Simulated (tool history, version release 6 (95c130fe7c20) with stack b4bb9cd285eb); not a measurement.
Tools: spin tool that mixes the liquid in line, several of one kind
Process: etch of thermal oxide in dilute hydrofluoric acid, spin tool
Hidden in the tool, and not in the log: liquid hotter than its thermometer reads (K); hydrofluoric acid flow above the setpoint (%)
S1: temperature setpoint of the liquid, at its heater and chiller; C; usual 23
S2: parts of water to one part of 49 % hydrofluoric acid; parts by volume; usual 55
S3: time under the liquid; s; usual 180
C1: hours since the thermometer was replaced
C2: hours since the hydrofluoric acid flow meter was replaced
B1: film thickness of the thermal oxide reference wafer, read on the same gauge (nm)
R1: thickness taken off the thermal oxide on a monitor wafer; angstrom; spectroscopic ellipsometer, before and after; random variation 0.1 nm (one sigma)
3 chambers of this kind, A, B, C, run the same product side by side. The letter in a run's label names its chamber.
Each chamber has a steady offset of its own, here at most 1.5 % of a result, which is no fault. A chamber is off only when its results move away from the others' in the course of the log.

run,hour,S1,S2,S3,C1,C2,B1,R1
1A,9.0,23,55,180,841.7,517.1,69.981,151.08
2B,16.6,23,55,180,569.7,346.0,69.989,148.20
3C,22.1,23,55,180,652.3,842.0,70.032,146.78
4B,30.8,23,55,180,583.9,360.2,69.983,147.17
5A,34.9,23,55,180,867.6,543.0,70.015,150.72
6C,39.4,23,55,180,669.6,859.3,69.972,148.34
7A,45.4,23,55,180,878.1,553.5,69.982,150.07
8C,53.2,23,55,180,683.4,873.1,69.994,146.50
9B,60.3,23,55,240,613.4,389.7,70.025,196.83
10A,67.0,23,55,240,899.7,575.1,70.016,200.57
# hour 69.6: chamber C: thermometer replaced
11C,75.1,23,55,240,5.5,895.0,69.969,195.34
12B,82.0,23,55,180,635.1,411.4,70.018,150.78
13C,86.1,23,55,180,16.5,906.0,69.975,146.03
14B,91.4,23,55,215,644.5,420.8,69.966,176.88
15A,98.6,23,55,215,931.3,606.7,70.011,180.28
16A,106.5,23,55,215,939.2,614.6,69.994,177.77
17C,114.8,23,55,180,45.2,934.7,69.981,146.43
18B,122.3,23,55,180,675.4,451.7,69.989,151.68
19C,131.0,23,55,180,61.4,950.9,70.010,147.63
20A,136.9,23,55,180,969.6,645.0,70.012,151.59
21B,142.6,23,75,285,695.7,472.0,69.985,173.27
# hour 144.9: chamber C: hydrofluoric acid flow meter replaced
22A,147.7,23,75,285,980.4,655.8,70.001,168.23
23C,156.6,23,75,285,87.0,11.8,69.980,165.53
24B,165.4,23,55,180,718.5,494.8,69.964,155.48
25C,170.1,23,55,180,100.5,25.3,70.034,146.99

All 3 chambers run these settings next. Forecast each chamber's results:
26A,176.7,23,55,180,,,,?
26B,176.7,23,55,180,,,,?
26C,176.7,23,55,180,,,,?

run,R1
26A,151.26
26B,157.78
26C,147.85
